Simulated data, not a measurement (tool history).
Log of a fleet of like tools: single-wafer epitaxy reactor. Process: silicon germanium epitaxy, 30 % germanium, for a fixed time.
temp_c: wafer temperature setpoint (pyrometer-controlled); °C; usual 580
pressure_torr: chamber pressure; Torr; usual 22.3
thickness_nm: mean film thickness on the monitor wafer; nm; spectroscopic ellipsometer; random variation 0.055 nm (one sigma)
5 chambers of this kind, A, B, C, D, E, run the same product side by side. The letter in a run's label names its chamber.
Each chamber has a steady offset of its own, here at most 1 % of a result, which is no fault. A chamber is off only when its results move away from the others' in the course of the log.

run	hour	temp_c	pressure_torr	hours since the last pyrometer calibration	hours since the last manometer calibration	read-back reference wafer on the same gauge, thickness_nm	thickness_nm
1B	7.3	580	22.3	400.7	1970.2	45.323	42.148
2C	17.0	580	22.3	47.6	760.1	45.313	42.556
3A	24.6	580	22.3	1125.2	1425.3	45.324	42.607
4E	33.5	580	22.3	1246.8	1796.9	45.320	42.702
5D	38.2	580	22.3	877.9	564.2	45.334	42.595
6D	44.5	585	22.3	884.2	570.5	45.336	46.878
7B	50.0	585	22.3	443.4	2012.9	45.342	46.585
8C	58.2	585	22.3	88.8	801.3	45.342	46.861
9A	65.0	585	22.3	1165.6	1465.7	45.334	46.942
10E	70.9	585	22.3	1284.2	1834.3	45.376	47.125
11C	79.0	580	22.3	109.6	822.1	45.354	42.574
12D	83.8	580	22.3	923.5	609.8	45.357	42.614
13B	91.4	580	22.3	484.8	2054.3	45.368	42.327
14A	95.7	580	22.3	1196.3	1496.4	45.375	42.697
15E	103.4	580	19.3	1316.7	1866.8	45.374	40.367
16D	109.7	580	19.3	949.4	635.7	45.385	40.228
17B	119.1	580	19.3	512.5	2082.0	45.380	39.942
18C	127.5	580	19.3	158.1	870.6	45.399	40.161
19A	134.9	580	19.3	1235.5	1535.6	45.400	40.194
20E	144.6	566	22.3	1357.9	1908.0	45.415	32.492
21C	154.3	566	22.3	184.9	897.4	45.430	32.274
22D	159.2	566	22.3	998.9	685.2	45.411	32.616
23A	166.2	566	22.3	1266.8	1566.9	45.419	32.411
24B	172.2	566	22.3	565.6	2135.1	45.437	32.228
25E	179.8	580	22.3	1393.1	1943.2	45.410	42.818
26B	189.0	580	22.3	582.4	2151.9	45.451	42.351
27E	195.6	580	22.3	1408.9	1959.0	45.441	42.800
28D	200.6	580	22.3	1040.3	726.6	45.446	42.838
29A	210.3	580	22.3	1310.9	1611.0	45.452	42.725
30C	215.5	580	22.3	246.1	958.6	45.452	42.706
31E	222.2	580	22.3	1435.5	1985.6	45.458	42.755
32C	227.5	580	22.3	258.1	970.6	45.486	42.639
33B	235.9	580	22.3	629.3	2198.8	45.481	42.322
34A	245.4	580	25.2	1346.0	1646.1	45.482	44.911
35D	254.5	580	25.2	1094.2	780.5	45.509	44.937
36D	259.9	580	25.2	1099.6	785.9	45.504	44.949
37C	266.3	580	25.2	296.9	1009.4	45.493	44.846
38B	275.3	580	25.2	668.7	2238.2	45.491	44.477
39A	285.0	580	22.3	1385.6	1685.7	45.527	42.722
40E	291.4	580	22.3	1504.7	2054.8	45.532	42.928
41D	296.1	580	22.3	1135.8	822.1	45.535	42.799
42B	305.4	580	22.3	698.8	2268.3	45.525	42.532
43C	309.7	580	22.3	340.3	1052.8	45.526	42.626

What goes on in this fleet: one chamber off, a drifting gauge, or nothing beyond the chambers' own small offsets? Name the chamber and the cause, if any.

The gauge drifts, so all chambers seem to drift together. No chamber is off.
Cause: gauge reads high (%) = 0.526.
